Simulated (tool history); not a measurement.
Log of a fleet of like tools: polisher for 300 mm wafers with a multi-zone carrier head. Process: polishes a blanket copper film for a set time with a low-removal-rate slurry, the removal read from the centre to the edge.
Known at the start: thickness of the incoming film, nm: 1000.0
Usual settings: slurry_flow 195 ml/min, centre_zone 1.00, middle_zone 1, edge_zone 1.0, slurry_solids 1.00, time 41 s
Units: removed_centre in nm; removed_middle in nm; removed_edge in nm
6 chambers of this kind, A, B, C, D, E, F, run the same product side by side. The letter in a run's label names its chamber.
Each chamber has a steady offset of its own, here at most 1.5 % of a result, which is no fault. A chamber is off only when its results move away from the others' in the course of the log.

run,hour,slurry_flow,centre_zone,middle_zone,edge_zone,slurry_solids,time,wafers polished on this pad,hours since the slurry nozzle was cleaned,hours since the centre zone pressure was calibrated,hours since the edge zone pressure was calibrated,removed_centre,removed_middle,removed_edge
# hour 1.4: chamber A: worn pad replaced by a new one
1D,11.7,195,1.00,1,1.0,1.00,41,487,265.9,85.7,671.8,72.729,73.091,74.722
# hour 13.8: chamber B: worn pad replaced by a new one
# hour 14.8: chamber F: worn pad replaced by a new one
2B,22.3,195,1.00,1,1.0,1.00,41,129,324.8,1365.5,307.5,73.367,73.917,74.709
3C,30.8,195,1.00,1,1.0,1.00,41,789,389.5,913.7,784.9,73.274,71.795,72.609
4E,42.0,195,1.00,1,1.0,1.00,41,1059,415.4,523.1,758.5,72.740,72.762,74.877
5F,53.8,195,1.00,1,0.9,1.00,41,592,430.2,358.7,688.6,74.236,73.850,70.683
# hour 54.8: chamber D: slurry nozzle cleaned
# hour 57.0: chamber E: worn pad replaced by a new one
6A,61.7,195,1.00,1,0.9,1.00,41,915,300.6,522.8,815.9,74.369,73.281,69.015
# hour 65.6: chamber D: worn pad replaced by a new one
7C,73.6,195,1.00,1,0.9,1.00,41,1438,432.3,956.5,827.7,74.691,71.928,69.669
# hour 75.3: chamber F: edge zone pressure recalibrated
# hour 77.2: chamber C: worn pad replaced by a new one
# hour 79.0: chamber B: centre zone pressure recalibrated
8E,81.4,195,1.00,1,0.9,1.00,41,370,454.8,562.5,797.9,73.621,73.626,70.332
# hour 92.3: chamber B: worn pad replaced by a new one
9F,93.6,195,1.00,1,0.9,1.00,41,1196,470.0,398.5,18.3,74.485,74.413,69.820
# hour 100.4: chamber F: worn pad replaced by a new one
# hour 103.2: chamber C: slurry nozzle cleaned
10B,105.4,195,1.00,1,0.9,1.00,41,200,407.9,26.5,390.6,73.116,74.735,72.604
# hour 109.0: chamber A: worn pad replaced by a new one
11A,111.4,195,1.00,1,1.0,1.00,41,37,350.3,572.5,865.6,73.531,73.495,72.543
12D,117.3,195,1.00,1,1.0,1.00,41,785,62.6,191.3,777.4,73.074,73.316,72.731
13A,129.4,195,1.00,1,1.0,1.00,41,311,368.3,590.5,883.6,73.528,72.456,71.865
# hour 130.3: chamber C: edge zone pressure recalibrated
# hour 132.6: chamber E: worn pad replaced by a new one
14C,141.7,195,1.00,1,1.0,1.00,41,980,38.5,1024.6,11.4,74.716,72.826,72.858
# hour 143.7: chamber A: slurry nozzle cleaned
# hour 144.6: chamber D: worn pad replaced by a new one
15E,147.7,195,1.00,1,1.0,1.00,41,229,521.1,628.8,864.2,73.359,72.713,74.720
16F,156.4,195,1.00,1,1.0,1.00,41,850,532.8,461.3,81.1,73.563,74.817,75.358
17B,165.8,195,1.00,1,1.0,1.00,41,1116,468.3,86.9,451.0,73.863,73.348,74.967
# hour 166.1: chamber C: worn pad replaced by a new one
# hour 167.2: chamber B: worn pad replaced by a new one
# hour 175.7: chamber E: centre zone pressure recalibrated
18D,177.9,195,1.00,1,1.0,1.00,41,506,123.2,251.9,838.0,73.044,74.233,74.238
# hour 182.6: chamber F: slurry nozzle cleaned
# hour 183.8: chamber C: centre zone pressure recalibrated
# hour 186.6: chamber F: worn pad replaced by a new one
# hour 186.7: chamber A: edge zone pressure recalibrated
19D,190.7,195,1.00,1,1.0,1.00,41,700,136.0,264.7,850.8,73.836,73.188,72.466
20B,201.2,195,1.00,1,1.0,1.00,41,517,503.7,122.3,486.4,74.767,74.258,73.927
# hour 204.0: chamber F: centre zone pressure recalibrated
21A,209.3,195,1.00,1,1.0,1.00,41,1523,65.7,670.4,22.7,74.172,72.826,74.525
# hour 216.8: chamber A: worn pad replaced by a new one
22C,217.4,195,1.00,1,1.0,1.00,41,779,114.2,33.7,87.1,73.993,72.324,72.926
23F,223.7,195,1.00,1,1.0,1.00,41,563,41.1,19.8,148.4,74.794,74.009,71.543
# hour 225.6: chamber E: worn pad replaced by a new one
# hour 227.1: chamber D: worn pad replaced by a new one
24E,231.5,195,1.00,1,1.0,1.00,41,90,604.9,55.8,948.0,74.001,71.213,73.525
25F,243.6,195,1.00,1,1.0,1.00,41,865,61.0,39.7,168.3,73.174,75.069,71.765
# hour 248.3: chamber B: worn pad replaced by a new one
26E,252.2,195,1.00,1,1.0,1.00,41,404,625.6,76.5,968.7,74.229,70.702,74.919
# hour 254.0: chamber E: slurry nozzle cleaned
27A,264.4,195,1.00,1,1.0,1.00,41,722,120.8,725.5,77.8,73.824,73.334,73.763
# hour 271.1: chamber C: worn pad replaced by a new one
28D,274.0,195,1.00,1,1.0,1.00,41,712,219.3,348.0,934.1,73.676,74.332,74.525
# hour 275.2: chamber F: worn pad replaced by a new one
29C,279.7,195,1.00,1,1.0,1.00,41,130,176.5,96.0,149.4,74.479,72.732,73.739
30B,292.8,195,1.00,1,1.1,0.75,41,675,595.3,213.9,578.0,68.580,70.211,72.264
31E,305.5,195,1.00,1,1.1,0.75,41,1213,51.6,129.8,1022.0,69.874,68.722,73.412
# hour 307.9: chamber D: worn pad replaced by a new one
32C,316.6,195,1.00,1,1.1,0.75,41,690,213.4,132.9,186.3,71.728,69.426,72.514
# hour 319.4: chamber E: worn pad replaced by a new one
# hour 321.0: chamber A: worn pad replaced by a new one
# hour 321.1: chamber B: worn pad replaced by a new one
33B,323.9,195,1.00,1,1.1,0.75,41,43,626.4,245.0,609.1,70.362,67.773,72.087
34A,335.1,195,1.00,1,1.1,0.75,41,214,191.5,796.2,148.5,69.310,68.590,72.490
35D,346.0,195,1.00,1,1.1,0.75,41,578,291.3,420.0,1006.1,69.567,68.875,72.662
# hour 347.5: chamber F: worn pad replaced by a new one
36F,356.5,195,1.00,1,1.0,1.00,41,137,173.9,152.6,281.2,72.125,75.113,74.231
# hour 356.8: chamber C: worn pad replaced by a new one
37A,369.2,195,1.00,1,1.0,1.00,41,732,225.6,830.3,182.6,75.254,73.085,73.395
# hour 372.6: chamber B: edge zone pressure recalibrated
38C,382.1,195,1.00,1,1.0,1.00,41,384,278.9,198.4,251.8,76.378,74.356,73.145
39D,390.4,195,1.00,1,1.0,1.00,41,1252,335.7,464.4,1050.5,73.222,73.739,74.116
# hour 394.7: chamber B: worn pad replaced by a new one
40B,396.5,195,1.00,1,1.0,1.00,41,28,699.0,317.6,23.9,73.875,73.599,73.877
# hour 403.7: chamber E: worn pad replaced by a new one
41F,406.4,195,1.07,1,1.0,1.00,47,894,223.8,202.5,331.1,91.259,85.122,86.436
42E,412.8,195,1.07,1,1.0,1.00,47,138,158.9,237.1,1129.3,91.213,84.804,86.183

All 6 chambers run these settings next. Forecast each chamber's results:
43A,422.2,195,1.00,1,1.0,1.20,41,,,,,?,?,?
43B,422.2,195,1.00,1,1.0,1.20,41,,,,,?,?,?
43C,422.2,195,1.00,1,1.0,1.20,41,,,,,?,?,?
43D,422.2,195,1.00,1,1.0,1.20,41,,,,,?,?,?
43E,422.2,195,1.00,1,1.0,1.20,41,,,,,?,?,?
43F,422.2,195,1.00,1,1.0,1.20,41,,,,,?,?,?

run,removed_centre,removed_middle,removed_edge
43A,75.486,76.198,76.098
43B,77.333,75.634,76.508
43C,76.689,76.376,76.080
43D,76.819,76.766,76.261
43E,77.642,75.606,76.499
43F,77.576,77.702,76.475
